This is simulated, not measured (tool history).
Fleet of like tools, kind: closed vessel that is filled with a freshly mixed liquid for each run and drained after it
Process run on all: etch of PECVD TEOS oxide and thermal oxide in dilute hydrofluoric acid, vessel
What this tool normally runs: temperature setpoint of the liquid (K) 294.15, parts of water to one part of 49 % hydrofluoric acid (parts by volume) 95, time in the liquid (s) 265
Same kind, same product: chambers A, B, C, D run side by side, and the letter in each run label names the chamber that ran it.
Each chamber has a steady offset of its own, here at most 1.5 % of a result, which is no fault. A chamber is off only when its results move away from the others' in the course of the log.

run   hour  temperature setpoint of the liquid (K)  parts of water to one part of 49 % hydrofluoric acid (parts by volume)  time in the liquid (s)  hours since the thermometer was replaced  hours since the hydrofluoric acid flow meter was replaced  read-back film thickness of the PECVD TEOS oxide reference wafer, read on the same gauge (nm)  read-back film thickness of the thermal oxide reference wafer, read on the same gauge (nm)  thickness taken off the PECVD TEOS oxide on a monitor wafer (Å)  thickness taken off the thermal oxide on a monitor wafer (Å)
 1B   15.5                                  294.15                                                                      95                     265                                     269.8                                                        640                                                                                         39.965                                                                                      69.994                                                           475.59                                                         123.7
 2C   24.2                                  294.15                                                                      95                     265                                     327.3                                                      809.6                                                                                         39.986                                                                                      70.001                                                           475.46                                                        124.74
 3A   35.7                                  294.15                                                                      95                     265                                      99.3                                                      788.2                                                                                         39.924                                                                                      69.967                                                              487                                                        123.53
 4D   46.9                                  294.15                                                                      95                     265                                    1837.3                                                     1472.5                                                                                         39.996                                                                                       69.99                                                           486.23                                                        123.96
 5B   62.6                                  294.15                                                                      95                     265                                     316.9                                                      687.1                                                                                         40.056                                                                                      69.991                                                           482.16                                                        123.51
 6A   70.7                                  294.15                                                                      95                     265                                     134.3                                                      823.2                                                                                         40.038                                                                                      70.002                                                           488.99                                                        124.04
      80.8  -- chamber B: hydrofluoric acid flow meter replaced
 7C   82.6                                  294.15                                                                      95                     265                                     385.7                                                        868                                                                                         39.978                                                                                          70                                                           475.37                                                        125.77
 8D   89.7                                  294.15                                                                      95                     265                                    1880.1                                                     1515.3                                                                                         39.997                                                                                      69.974                                                           491.35                                                        125.18
 9C  100.8                                  294.15                                                                      95                     265                                     403.9                                                      886.2                                                                                         39.996                                                                                      69.989                                                           476.28                                                        124.72
10D  117.3                                  294.15                                                                      95                     265                                    1907.7                                                     1542.9                                                                                         39.971                                                                                      69.962                                                           488.05                                                        124.66
11A  127.4                                  294.15                                                                      95                     265                                       191                                                      879.9                                                                                          40.02                                                                                      69.995                                                           488.65                                                        125.41
12B  140.3                                  294.15                                                                      95                     265                                     394.6                                                       59.6                                                                                         39.979                                                                                      69.997                                                           475.21                                                        123.92
13A  156.5                                  294.15                                                                      95                     265                                     220.1                                                        909                                                                                         39.992                                                                                      70.016                                                           482.43                                                        126.25
14D  165.7                                  294.15                                                                      95                     265                                    1956.1                                                     1591.3                                                                                         39.973                                                                                      70.003                                                           497.49                                                        124.22
15B  177.1                                  294.15                                                                      95                     265                                     431.4                                                       96.4                                                                                         40.036                                                                                      70.028                                                           480.99                                                        124.04
16C  184.4                                  294.15                                                                      95                     265                                     487.5                                                      969.8                                                                                         40.026                                                                                      70.001                                                           476.04                                                        125.69
17A  196.1                                  294.15                                                                      95                     265                                     259.7                                                      948.6                                                                                         40.009                                                                                      69.996                                                           482.54                                                         124.6
18B  212.3                                  294.15                                                                      95                     265                                     466.6                                                      131.6                                                                                         40.008                                                                                      69.975                                                            476.9                                                        123.67
19C    226                                  294.15                                                                      95                     265                                     529.1                                                     1011.4                                                                                         40.005                                                                                      70.036                                                           470.84                                                        125.55
     226.9  -- chamber A: hydrofluoric acid flow meter replaced
20D  237.6                                  294.15                                                                      95                     265                                      2028                                                     1663.2                                                                                          39.97                                                                                      69.983                                                            488.9                                                        124.37
21B  249.4                                  294.15                                                                      95                     265                                     503.7                                                      168.7                                                                                         40.057                                                                                      70.008                                                           488.06                                                        123.09
22D  261.4                                  294.15                                                                      95                     265                                    2051.8                                                       1687                                                                                         39.996                                                                                      70.042                                                            482.5                                                        124.39
23A  273.9                                  294.15                                                                      95                     265                                     337.5                                                         47                                                                                         39.989                                                                                      70.011                                                           487.06                                                        124.25
     280.3  -- chamber B: thermometer replaced
     282.6  -- chamber C: hydrofluoric acid flow meter replaced
24C  287.6                                  294.15                                                                      95                     265                                     590.7                                                          5                                                                                         39.991                                                                                      69.999                                                           479.97                                                        125.15
25B  295.5                                  294.15                                                                      45                     265                                      15.3                                                      214.8                                                                                         39.977                                                                                      69.974                                                           1069.3                                                        274.97
26A  305.2                                  294.15                                                                      45                     265                                     368.8                                                       78.3                                                                                         39.981                                                                                       70.01                                                           1047.4                                                        274.63
     306.8  -- chamber D: thermometer replaced
27D  319.4                                  294.15                                                                      45                     265                                      12.7                                                       1745                                                                                         39.984                                                                                      69.996                                                             1110                                                        282.87
28C    327                                  294.15                                                                      45                     265                                     630.1                                                       44.4                                                                                         39.995                                                                                      69.994                                                           1089.3                                                         286.8
29B  338.5                                  294.15                                                                      95                     265                                      58.3                                                      257.8                                                                                         39.955                                                                                      70.004                                                           475.73                                                        124.42

Which is it: a chamber that has drifted or been left off by a service, a gauge drift common to all chambers, or only each chamber's usual small offset? If a chamber is off, name it and its likeliest cause.

No chamber stands off beyond its own small offset, and the gauge holds steady.

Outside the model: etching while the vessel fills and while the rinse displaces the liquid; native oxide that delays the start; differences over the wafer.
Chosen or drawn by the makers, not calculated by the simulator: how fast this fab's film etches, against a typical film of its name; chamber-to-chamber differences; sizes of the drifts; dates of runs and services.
